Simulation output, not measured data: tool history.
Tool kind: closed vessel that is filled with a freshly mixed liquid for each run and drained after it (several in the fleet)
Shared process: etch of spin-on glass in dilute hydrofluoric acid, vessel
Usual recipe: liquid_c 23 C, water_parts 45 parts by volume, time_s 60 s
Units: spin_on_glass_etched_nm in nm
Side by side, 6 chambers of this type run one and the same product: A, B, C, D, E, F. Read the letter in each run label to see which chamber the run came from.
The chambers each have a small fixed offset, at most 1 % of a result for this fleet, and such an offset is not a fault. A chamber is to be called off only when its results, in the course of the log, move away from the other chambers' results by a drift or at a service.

run	day	liquid_c	water_parts	time_s	hours since the thermometer was replaced	hours since the hydrofluoric acid flow meter was replaced	read-back film thickness of the spin-on glass reference wafer, read on the same gauge (nm)	spin_on_glass_etched_nm
1B	0.633	23	45	60	357.9	157.6	110.03	56.682
# day 0.792: chamber A: hydrofluoric acid flow meter replaced
2D	1.196	23	45	60	772.1	986.1	110.01	57.339
3E	1.825	23	45	60	535.8	1136.7	110.02	56.693
4F	2.338	23	45	60	558.9	829.6	110	58.032
5C	2.8	23	45	60	677.6	289.7	110.02	57.272
6A	3.283	21	35	60	702	59.8	109.96	68.394
7E	3.579	21	35	60	577.9	1178.8	109.99	67.009
8B	3.917	21	35	60	436.7	236.4	109.98	70.442
9C	4.438	21	35	60	716.9	329	110.02	69.532
10A	5.025	21	35	60	743.8	101.6	110	67.34
11F	5.617	21	35	60	637.6	908.3	110.02	67.478
12D	5.962	23	45	60	886.5	1100.5	110	58.001
13E	6.354	23	45	60	644.5	1245.4	110	56.624
14A	6.812	23	45	60	786.7	144.5	110.01	58.282
15B	7.158	23	45	60	514.5	314.2	109.98	57.095
16D	7.758	23	45	60	929.6	1143.6	110.05	57.616
17C	8.229	23	45	60	807.9	420	109.97	56.535
18F	8.762	23	45	60	713.1	983.8	109.99	57.897
19B	9.054	23	65	75	560	359.7	110.03	48.614
# day 9.442: chamber E: thermometer replaced
20A	9.667	23	65	75	855.2	213	110.01	48.903
21C	10.142	23	65	75	853.8	465.9	110.02	45.203
22E	10.708	23	65	75	30.4	1349.9	109.98	47.118
23F	11.271	23	65	75	773.3	1044	109.99	48.086
24D	11.788	23	65	75	1026.3	1240.3	110	48.609
# day 12.192: chamber D: hydrofluoric acid flow meter replaced
25A	12.421	23	45	60	921.3	279.1	110.02	56.787
26E	12.754	23	45	60	79.5	1399	109.99	57.451
27D	13.108	23	45	60	1058	22.1	109.98	57.912
28F	13.479	20	45	60	826.3	1097	110	51.608
29B	14.054	20	45	60	680	479.7	110.04	50.554
30C	14.558	20	45	60	959.8	571.9	110.02	45.939
31A	14.988	20	45	60	982.9	340.7	109.98	50.037
32E	15.608	20	45	60	148	1467.5	110.01	49.349
33C	15.938	20	45	60	992.9	605	109.97	45.224
34B	16.471	23	45	60	738	537.7	109.99	58.152
35F	17.104	23	45	60	913.3	1184	109.96	57.202
36D	17.475	23	45	60	1162.8	126.9	109.98	56.87
37A	17.783	23	30	45	1050	407.8	110	65.946

Next, every chamber runs the same settings. What will each give?
38A	18.25	23	45	60				?
38B	18.25	23	45	60				?
38C	18.25	23	45	60				?
38D	18.25	23	45	60				?
38E	18.25	23	45	60				?
38F	18.25	23	45	60				?

run	spin_on_glass_etched_nm
38A	57.599
38B	57.927
38C	49.804
38D	57.748
38E	56.301
38F	58.73
